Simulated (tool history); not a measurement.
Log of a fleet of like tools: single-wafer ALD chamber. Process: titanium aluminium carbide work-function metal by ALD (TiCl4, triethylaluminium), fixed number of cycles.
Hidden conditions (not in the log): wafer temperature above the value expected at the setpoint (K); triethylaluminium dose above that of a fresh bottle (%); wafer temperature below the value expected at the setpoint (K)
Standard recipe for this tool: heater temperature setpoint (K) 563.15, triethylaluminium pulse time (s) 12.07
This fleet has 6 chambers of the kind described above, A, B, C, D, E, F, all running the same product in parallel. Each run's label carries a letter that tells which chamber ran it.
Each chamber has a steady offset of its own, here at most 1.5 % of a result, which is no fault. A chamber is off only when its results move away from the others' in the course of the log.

run   hour  heater temperature setpoint (K)  triethylaluminium pulse time (s)  hours since the last thermocouple change  hours since the last triethylaluminium bottle change  read-back reference wafer on the same gauge, thickness_nm  mean film thickness on the monitor wafer (nm)
 1D    6.6                           563.15                             12.07                                      70.8                                                 270.4                                                     1.9701                                         1.9655
 2B   15.6                           563.15                             12.07                                     543.4                                                 161.7                                                     1.9705                                         1.9352
 3C   23.8                           563.15                             12.07                                     397.1                                                 704.4                                                     1.9717                                         1.9328
 4F   31.8                           563.15                             12.07                                      50.6                                                 438.0                                                     1.9710                                         1.9372
 5E   39.3                           563.15                             12.07                                     576.1                                                 379.2                                                     1.9719                                         1.9474
 6A   44.4                           563.15                             12.07                                     947.7                                                 599.2                                                     1.9714                                         1.9440
 7F   51.9                           563.15                             12.07                                      70.7                                                 458.1                                                     1.9727                                         1.9378
 8A   60.8                           563.15                             12.07                                     964.1                                                 615.6                                                     1.9726                                         1.9488
 9D   69.3                           563.15                             12.07                                     133.5                                                 333.1                                                     1.9734                                         1.9690
10C   77.9                           563.15                             12.07                                     451.2                                                 758.5                                                     1.9732                                         1.9385
11B   83.9                           563.15                             12.07                                     611.7                                                 230.0                                                     1.9745                                         1.9409
12E   89.7                           563.15                             12.07                                     626.5                                                 429.6                                                     1.9738                                         1.9446
13E   99.8                           563.15                             12.07                                     636.6                                                 439.7                                                     1.9739                                         1.9496
14B  105.4                           563.15                             12.07                                     633.2                                                 251.5                                                     1.9748                                         1.9417
15D  114.8                           563.15                             12.07                                     179.0                                                 378.6                                                     1.9749                                         1.9730
16C  122.0                           563.15                             12.07                                     495.3                                                 802.6                                                     1.9751                                         1.9407
17A  127.3                           563.15                             12.07                                    1030.6                                                 682.1                                                     1.9757                                         1.9460
18F  135.1                           563.15                             12.07                                     153.9                                                 541.3                                                     1.9759                                         1.9425
19B  140.9                           578.15                             12.07                                     668.7                                                 287.0                                                     1.9756                                         2.0726
20E  148.7                           578.15                             12.07                                     685.5                                                 488.6                                                     1.9762                                         2.0829
21D  156.7                           578.15                             12.07                                     220.9                                                 420.5                                                     1.9775                                         2.1091
22A  161.7                           578.15                             12.07                                    1065.0                                                 716.5                                                     1.9771                                         2.0885
23C  166.6                           578.15                             12.07                                     539.9                                                 847.2                                                     1.9770                                         2.0772
24F  174.8                           578.15                             12.07                                     193.6                                                 581.0                                                     1.9773                                         2.0733
25C  184.2                           563.15                             12.07                                     557.5                                                 864.8                                                     1.9769                                         1.9435
26B  189.1                           563.15                             12.07                                     716.9                                                 335.2                                                     1.9779                                         1.9489
27E  197.6                           563.15                             12.07                                     734.4                                                 537.5                                                     1.9788                                         1.9484
28A  206.2                           563.15                             12.07                                    1109.5                                                 761.0                                                     1.9789                                         1.9490
29F  214.2                           563.15                             12.07                                     233.0                                                 620.4                                                     1.9796                                         1.9479
30D  221.1                           563.15                             12.07                                     285.3                                                 484.9                                                     1.9800                                         1.9757
31C  226.5                           563.15                             14.41                                     599.8                                                 907.1                                                     1.9794                                         1.9609
32A  231.4                           563.15                             14.41                                    1134.7                                                 786.2                                                     1.9799                                         1.9725
33B  237.7                           563.15                             14.41                                     765.5                                                 383.8                                                     1.9803                                         1.9657
     238.2  -- chamber F: triethylaluminium bottle replaced
34F  243.4                           563.15                             14.41                                     262.2                                                   5.2                                                     1.9809                                         1.9643
35E  248.1                           563.15                             14.41                                     784.9                                                 588.0                                                     1.9816                                         1.9738
36D  255.6                           563.15                             14.41                                     319.8                                                 519.4                                                     1.9811                                         1.9961
37F  262.8                           563.15                             12.07                                     281.6                                                  24.6                                                     1.9819                                         1.9523
38D  267.9                           563.15                              8.39                                     332.1                                                 531.7                                                     1.9816                                         1.8986

What goes on in this fleet: one chamber off, a drifting gauge, or nothing beyond the chambers' own small offsets? Name the chamber and the cause, if any.

Every chamber seems to shift together because the gauge that measures them all drifts; the chambers themselves are fine.
Most likely cause: gauge reads high (%) = 0.607.

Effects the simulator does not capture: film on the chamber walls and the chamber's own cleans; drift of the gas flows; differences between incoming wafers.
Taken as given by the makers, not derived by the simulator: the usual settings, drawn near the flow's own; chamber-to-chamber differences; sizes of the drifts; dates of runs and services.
